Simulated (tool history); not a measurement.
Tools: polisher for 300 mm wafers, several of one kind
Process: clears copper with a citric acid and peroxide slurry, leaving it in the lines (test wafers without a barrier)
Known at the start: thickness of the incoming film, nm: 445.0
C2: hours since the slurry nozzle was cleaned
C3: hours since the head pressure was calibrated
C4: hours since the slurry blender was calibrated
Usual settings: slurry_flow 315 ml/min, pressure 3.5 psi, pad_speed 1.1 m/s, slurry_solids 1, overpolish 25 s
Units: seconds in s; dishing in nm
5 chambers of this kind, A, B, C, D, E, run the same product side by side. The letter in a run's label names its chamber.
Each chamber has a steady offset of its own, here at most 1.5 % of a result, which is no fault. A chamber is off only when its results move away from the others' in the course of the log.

-- hour=2 chamber C: worn pad replaced by a new one
-- hour=7.4 chamber B: slurry blender recalibrated
run 1C hour=9.2 | slurry_flow=315 pressure=3.5 pad_speed=1.1 slurry_solids=1 overpolish=25 | wafers_polished_on_this_pad=38 C2=97.5 C3=83.5 C4=299.5 | seconds=143.61 dishing=47.808
run 2E hour=17.7 | slurry_flow=315 pressure=3.5 pad_speed=1.1 slurry_solids=1 overpolish=25 | wafers_polished_on_this_pad=402 C2=72.6 C3=236.4 C4=545.1 | seconds=147.45 dishing=47.061
-- hour=20.3 chamber E: slurry blender recalibrated
run 3D hour=26.4 | slurry_flow=315 pressure=3.5 pad_speed=1.1 slurry_solids=1 overpolish=25 | wafers_polished_on_this_pad=249 C2=509.6 C3=198.9 C4=101.5 | seconds=145.75 dishing=49.812
-- hour=30.4 chamber C: slurry blender recalibrated
run 4B hour=32.4 | slurry_flow=315 pressure=3.5 pad_speed=1.1 slurry_solids=1 overpolish=25 | wafers_polished_on_this_pad=403 C2=157.3 C3=73.1 C4=25 | seconds=147.88 dishing=46.153
run 5A hour=38.2 | slurry_flow=315 pressure=3.5 pad_speed=1.1 slurry_solids=1 overpolish=25 | wafers_polished_on_this_pad=222 C2=517 C3=232.4 C4=145.2 | seconds=144.8 dishing=48.485
run 6D hour=45.3 | slurry_flow=315 pressure=3.5 pad_speed=1.1 slurry_solids=1 overpolish=25 | wafers_polished_on_this_pad=348 C2=528.5 C3=217.8 C4=120.4 | seconds=150.12 dishing=46.821
run 7B hour=56.1 | slurry_flow=315 pressure=3.5 pad_speed=1.1 slurry_solids=1 overpolish=25 | wafers_polished_on_this_pad=527 C2=181 C3=96.8 C4=48.7 | seconds=144.21 dishing=48.299
run 8A hour=66.2 | slurry_flow=315 pressure=3.5 pad_speed=1.1 slurry_solids=1 overpolish=25 | wafers_polished_on_this_pad=368 C2=545 C3=260.4 C4=173.2 | seconds=145.84 dishing=45.412
-- hour=71.6 chamber E: worn pad replaced by a new one
run 9E hour=76.9 | slurry_flow=315 pressure=3.5 pad_speed=1.1 slurry_solids=1 overpolish=25 | wafers_polished_on_this_pad=27 C2=131.8 C3=295.6 C4=56.6 | seconds=149.22 dishing=47.616
run 10C hour=84.3 | slurry_flow=315 pressure=3.5 pad_speed=1.34 slurry_solids=1 overpolish=25 | wafers_polished_on_this_pad=431 C2=172.6 C3=158.6 C4=53.9 | seconds=117.29 dishing=51.536
-- hour=85.1 chamber D: worn pad replaced by a new one
-- hour=90.4 chamber D: slurry blender recalibrated
-- hour=92.5 chamber D: slurry nozzle cleaned
run 11E hour=95.2 | slurry_flow=315 pressure=3.5 pad_speed=1.34 slurry_solids=1 overpolish=25 | wafers_polished_on_this_pad=123 C2=150.1 C3=313.9 C4=74.9 | seconds=120.62 dishing=52.286
run 12D hour=103.3 | slurry_flow=315 pressure=3.5 pad_speed=1.34 slurry_solids=1 overpolish=25 | wafers_polished_on_this_pad=95 C2=10.9 C3=275.8 C4=13 | seconds=120.89 dishing=56.908
run 13C hour=111.3 | slurry_flow=315 pressure=3.5 pad_speed=1.34 slurry_solids=1 overpolish=25 | wafers_polished_on_this_pad=572 C2=199.6 C3=185.6 C4=80.9 | seconds=118.11 dishing=53.174
run 14A hour=119.8 | slurry_flow=315 pressure=3.5 pad_speed=1.34 slurry_solids=1 overpolish=25 | wafers_polished_on_this_pad=649 C2=598.6 C3=314 C4=226.8 | seconds=122.25 dishing=53.835
run 15B hour=127.8 | slurry_flow=315 pressure=3.5 pad_speed=1.1 slurry_solids=1 overpolish=25 | wafers_polished_on_this_pad=902 C2=252.7 C3=168.5 C4=120.4 | seconds=145.57 dishing=45.518
run 16A hour=133.1 | slurry_flow=315 pressure=3.5 pad_speed=1.1 slurry_solids=1 overpolish=25 | wafers_polished_on_this_pad=718 C2=611.9 C3=327.3 C4=240.1 | seconds=146.69 dishing=45.249
-- hour=135.1 chamber A: worn pad replaced by a new one
run 17C hour=138.3 | slurry_flow=315 pressure=3.5 pad_speed=1.1 slurry_solids=1 overpolish=25 | wafers_polished_on_this_pad=713 C2=226.6 C3=212.6 C4=107.9 | seconds=144.68 dishing=45.541
run 18E hour=145 | slurry_flow=315 pressure=3.5 pad_speed=1.1 slurry_solids=1 overpolish=25 | wafers_polished_on_this_pad=384 C2=199.9 C3=363.7 C4=124.7 | seconds=147.8 dishing=47.918
run 19D hour=153 | slurry_flow=315 pressure=3.5 pad_speed=1.1 slurry_solids=1 overpolish=25 | wafers_polished_on_this_pad=355 C2=60.6 C3=325.5 C4=62.7 | seconds=144.94 dishing=47.832
run 20B hour=162.5 | slurry_flow=315 pressure=3.5 pad_speed=1.1 slurry_solids=1 overpolish=25 | wafers_polished_on_this_pad=1083 C2=287.4 C3=203.2 C4=155.1 | seconds=147.58 dishing=47.039
run 21D hour=172 | slurry_flow=315 pressure=3.5 pad_speed=1.1 slurry_solids=1 overpolish=25 | wafers_polished_on_this_pad=454 C2=79.6 C3=344.5 C4=81.7 | seconds=146.76 dishing=47.768
run 22C hour=180.5 | slurry_flow=315 pressure=3.5 pad_speed=1.1 slurry_solids=1 overpolish=25 | wafers_polished_on_this_pad=934 C2=268.8 C3=254.8 C4=150.1 | seconds=147.27 dishing=46.654
run 23B hour=191.1 | slurry_flow=225 pressure=3.5 pad_speed=1.1 slurry_solids=1 overpolish=25 | wafers_polished_on_this_pad=1233 C2=316 C3=231.8 C4=183.7 | seconds=153.53 dishing=44.391
-- hour=196.3 chamber D: worn pad replaced by a new one
-- hour=196.4 chamber C: worn pad replaced by a new one
run 24E hour=197.4 | slurry_flow=225 pressure=3.5 pad_speed=1.1 slurry_solids=1 overpolish=25 | wafers_polished_on_this_pad=658 C2=252.3 C3=416.1 C4=177.1 | seconds=151.04 dishing=43.493
run 25A hour=203.9 | slurry_flow=225 pressure=3.5 pad_speed=1.1 slurry_solids=1 overpolish=25 | wafers_polished_on_this_pad=360 C2=682.7 C3=398.1 C4=310.9 | seconds=157.44 dishing=43.211
-- hour=208.1 chamber E: worn pad replaced by a new one
run 26D hour=211.8 | slurry_flow=225 pressure=3.5 pad_speed=1.1 slurry_solids=1 overpolish=25 | wafers_polished_on_this_pad=81 C2=119.4 C3=384.3 C4=121.5 | seconds=153.47 dishing=44.88
run 27A hour=222.3 | slurry_flow=225 pressure=3.5 pad_speed=1.1 slurry_solids=1 overpolish=25 | wafers_polished_on_this_pad=456 C2=701.1 C3=416.5 C4=329.3 | seconds=163.75 dishing=41.863
run 28C hour=228.9 | slurry_flow=315 pressure=3.5 pad_speed=1.1 slurry_solids=1 overpolish=25 | wafers_polished_on_this_pad=170 C2=317.2 C3=303.2 C4=198.5 | seconds=143.93 dishing=44.465
run 29B hour=235.1 | slurry_flow=315 pressure=3.5 pad_speed=1.1 slurry_solids=1 overpolish=25 | wafers_polished_on_this_pad=1463 C2=360 C3=275.8 C4=227.7 | seconds=147.32 dishing=46.285
run 30E hour=240.8 | slurry_flow=315 pressure=3.5 pad_speed=1.1 slurry_solids=1 overpolish=25 | wafers_polished_on_this_pad=171 C2=295.7 C3=459.5 C4=220.5 | seconds=147.65 dishing=47.37
run 31A hour=247.4 | slurry_flow=315 pressure=3.5 pad_speed=1.1 slurry_solids=1 overpolish=25 | wafers_polished_on_this_pad=587 C2=726.2 C3=441.6 C4=354.4 | seconds=156.01 dishing=44.265
run 32D hour=252.4 | slurry_flow=315 pressure=3.5 pad_speed=1.1 slurry_solids=1 overpolish=25 | wafers_polished_on_this_pad=293 C2=160 C3=424.9 C4=162.1 | seconds=146.38 dishing=47.837

What goes on in this fleet: one chamber off, a drifting gauge, or nothing beyond the chambers' own small offsets? Name the chamber and the cause, if any.

Chamber A drifts away from the others.
Cause: head's pressure below its setpoint, % = 7.53.
The log may not tell that from: abrasive missing from the slurry, %.

Here are 4 candidates for chamber A's next run, each the usual settings with a change, their results left as question marks. Which one brings its results back in line with what the others give on the usual settings?
In line means no further than this from the other chambers' mean on the usual settings: seconds 5.2 s; dishing 4 nm
run 33A-1 hour=260.7 | slurry_flow=315 pressure=3.2 pad_speed=1.02 slurry_solids=1 overpolish=24 | seconds=? dishing=?
run 33A-2 hour=260.7 | slurry_flow=315 pressure=3.4 pad_speed=1.06 slurry_solids=1 overpolish=24 | seconds=? dishing=?
run 33A-3 hour=260.7 | slurry_flow=315 pressure=3.8 pad_speed=1.18 slurry_solids=1 overpolish=26 | seconds=? dishing=?
run 33A-4 hour=260.7 | slurry_flow=315 pressure=3.6 pad_speed=1.14 slurry_solids=1 overpolish=26 | seconds=? dishing=?

The other chambers' mean on the usual settings: seconds 146.28 s; dishing 47.133 nm
run=33A-1 seconds=183.65 dishing=37.156
run=33A-2 seconds=166.66 dishing=40.284
run=33A-3 seconds=134.51 dishing=50.757
run=33A-4 seconds=146.76 dishing=47.406
33A-4 brings the chamber back in line.

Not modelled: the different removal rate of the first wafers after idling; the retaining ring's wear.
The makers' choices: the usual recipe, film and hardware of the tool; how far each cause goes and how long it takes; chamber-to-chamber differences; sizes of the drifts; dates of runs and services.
